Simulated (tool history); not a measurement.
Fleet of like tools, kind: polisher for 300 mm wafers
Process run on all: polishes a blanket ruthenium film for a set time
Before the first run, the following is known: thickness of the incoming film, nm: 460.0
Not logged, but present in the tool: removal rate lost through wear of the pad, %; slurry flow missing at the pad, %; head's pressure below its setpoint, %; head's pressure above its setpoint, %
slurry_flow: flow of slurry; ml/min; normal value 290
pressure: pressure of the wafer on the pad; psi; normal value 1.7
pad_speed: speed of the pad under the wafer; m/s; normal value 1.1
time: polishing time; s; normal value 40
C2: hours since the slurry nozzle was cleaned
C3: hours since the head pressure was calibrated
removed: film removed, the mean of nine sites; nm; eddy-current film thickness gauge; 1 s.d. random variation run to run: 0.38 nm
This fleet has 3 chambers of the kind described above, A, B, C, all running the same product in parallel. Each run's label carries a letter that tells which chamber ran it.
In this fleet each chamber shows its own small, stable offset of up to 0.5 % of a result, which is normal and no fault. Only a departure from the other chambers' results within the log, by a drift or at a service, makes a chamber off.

run 1C hour=9.9 | slurry_flow=290 pressure=1.7 pad_speed=1.1 time=40 | wafers_polished_on_this_pad=1474 C2=322.9 C3=164.3 | removed=38.594
-- hour=13.5 chamber A: head pressure recalibrated
run 2B hour=18.9 | slurry_flow=290 pressure=1.7 pad_speed=1.1 time=40 | wafers_polished_on_this_pad=652 C2=96 C3=542.5 | removed=39.644
-- hour=23.9 chamber C: worn pad replaced by a new one
-- hour=25.8 chamber A: slurry nozzle cleaned
run 3A hour=29.9 | slurry_flow=290 pressure=1.7 pad_speed=1.1 time=40 | wafers_polished_on_this_pad=561 C2=4.2 C3=16.5 | removed=39.871
run 4B hour=35.5 | slurry_flow=290 pressure=1.7 pad_speed=1.1 time=40 | wafers_polished_on_this_pad=843 C2=112.6 C3=559.1 | removed=38.874
run 5C hour=46.1 | slurry_flow=290 pressure=1.2 pad_speed=1.1 time=40 | wafers_polished_on_this_pad=256 C2=359.1 C3=200.5 | removed=27.623
run 6A hour=57 | slurry_flow=290 pressure=1.2 pad_speed=1.1 time=40 | wafers_polished_on_this_pad=874 C2=31.3 C3=43.6 | removed=28.068
run 7C hour=65.2 | slurry_flow=290 pressure=1.2 pad_speed=1.1 time=40 | wafers_polished_on_this_pad=477 C2=378.2 C3=219.6 | removed=27.901
run 8B hour=75.1 | slurry_flow=290 pressure=1.7 pad_speed=1.1 time=40 | wafers_polished_on_this_pad=1300 C2=152.2 C3=598.7 | removed=39.582
-- hour=81.1 chamber B: worn pad replaced by a new one
run 9A hour=84.1 | slurry_flow=290 pressure=1.7 pad_speed=1.1 time=40 | wafers_polished_on_this_pad=1187 C2=58.4 C3=70.7 | removed=39.277
-- hour=84.9 chamber A: worn pad replaced by a new one
run 10B hour=90.9 | slurry_flow=290 pressure=1.7 pad_speed=1.1 time=40 | wafers_polished_on_this_pad=113 C2=168 C3=614.5 | removed=38.996
run 11C hour=100.9 | slurry_flow=290 pressure=1.7 pad_speed=1.1 time=40 | wafers_polished_on_this_pad=889 C2=413.9 C3=255.3 | removed=40.205
run 12A hour=106.2 | slurry_flow=290 pressure=1.7 pad_speed=1.1 time=40 | wafers_polished_on_this_pad=245 C2=80.5 C3=92.8 | removed=38.808
run 13B hour=116.2 | slurry_flow=290 pressure=1.7 pad_speed=1.1 time=40 | wafers_polished_on_this_pad=405 C2=193.3 C3=639.8 | removed=39.207
run 14A hour=124.7 | slurry_flow=290 pressure=1.7 pad_speed=1.1 time=40 | wafers_polished_on_this_pad=459 C2=99 C3=111.3 | removed=39.821
-- hour=130.8 chamber B: head pressure recalibrated
run 15C hour=133.1 | slurry_flow=290 pressure=1.7 pad_speed=1.1 time=40 | wafers_polished_on_this_pad=1260 C2=446.1 C3=287.5 | removed=41.099
run 16C hour=143.5 | slurry_flow=290 pressure=1.7 pad_speed=1.1 time=40 | wafers_polished_on_this_pad=1380 C2=456.5 C3=297.9 | removed=41.876
run 17B hour=151.7 | slurry_flow=290 pressure=1.7 pad_speed=1.1 time=40 | wafers_polished_on_this_pad=815 C2=228.8 C3=20.9 | removed=38.871
run 18A hour=163 | slurry_flow=290 pressure=1.7 pad_speed=1.1 time=53 | wafers_polished_on_this_pad=901 C2=137.3 C3=149.6 | removed=51.484
-- hour=166.2 chamber C: worn pad replaced by a new one
run 19B hour=168.7 | slurry_flow=290 pressure=1.7 pad_speed=1.1 time=53 | wafers_polished_on_this_pad=1011 C2=245.8 C3=37.9 | removed=52.436
-- hour=173.2 chamber A: worn pad replaced by a new one
run 20C hour=177.2 | slurry_flow=290 pressure=1.7 pad_speed=1.1 time=53 | wafers_polished_on_this_pad=127 C2=490.2 C3=331.6 | removed=56.043
-- hour=184.2 chamber B: worn pad replaced by a new one
run 21A hour=187.1 | slurry_flow=290 pressure=1.7 pad_speed=0.96 time=47 | wafers_polished_on_this_pad=161 C2=161.4 C3=173.7 | removed=40.258
run 22C hour=194.8 | slurry_flow=290 pressure=1.7 pad_speed=0.96 time=47 | wafers_polished_on_this_pad=330 C2=507.8 C3=349.2 | removed=44.33
run 23B hour=200.4 | slurry_flow=290 pressure=1.7 pad_speed=0.96 time=47 | wafers_polished_on_this_pad=187 C2=277.5 C3=69.6 | removed=41.144
run 24A hour=208.8 | slurry_flow=290 pressure=1.7 pad_speed=1.1 time=40 | wafers_polished_on_this_pad=411 C2=183.1 C3=195.4 | removed=38.7
run 25A hour=216.8 | slurry_flow=290 pressure=1.7 pad_speed=1.1 time=40 | wafers_polished_on_this_pad=504 C2=191.1 C3=203.4 | removed=39.933

Read the log: is a single chamber off, either drifting away or since a service, is the gauge that measures every chamber drifting, or is nothing wrong beyond small per-chamber offsets? Name any odd chamber and what most likely caused it.

One chamber, C, drifts off from the rest bit by bit.
What lies behind it: head's pressure above its setpoint, % = 11.6.

Chamber C could run next with any of the 4 candidate recipes listed below; each alters the usual settings, and their results appear as question marks. Which one brings its results back in line with what the other chambers deliver on the usual settings?
Counts as in line when no further than this from what the other chambers average on the usual settings: removed 1.3 nm
run 26C-1 hour=225.2 | slurry_flow=290 pressure=1.8 pad_speed=1.18 time=43 | removed=?
run 26C-2 hour=225.2 | slurry_flow=290 pressure=1.8 pad_speed=1.16 time=40 | removed=?
run 26C-3 hour=225.2 | slurry_flow=290 pressure=1.7 pad_speed=0.98 time=40 | removed=?
run 26C-4 hour=225.2 | slurry_flow=290 pressure=1.6 pad_speed=1.04 time=37 | removed=?

Mean of the other chambers on the usual settings: removed 39.338 nm
run=26C-1 removed=53.664
run=26C-2 removed=49.062
run=26C-3 removed=39.022
run=26C-4 removed=36.054
The answer is 26C-3, which returns the chamber to within the allowed miss of the others.
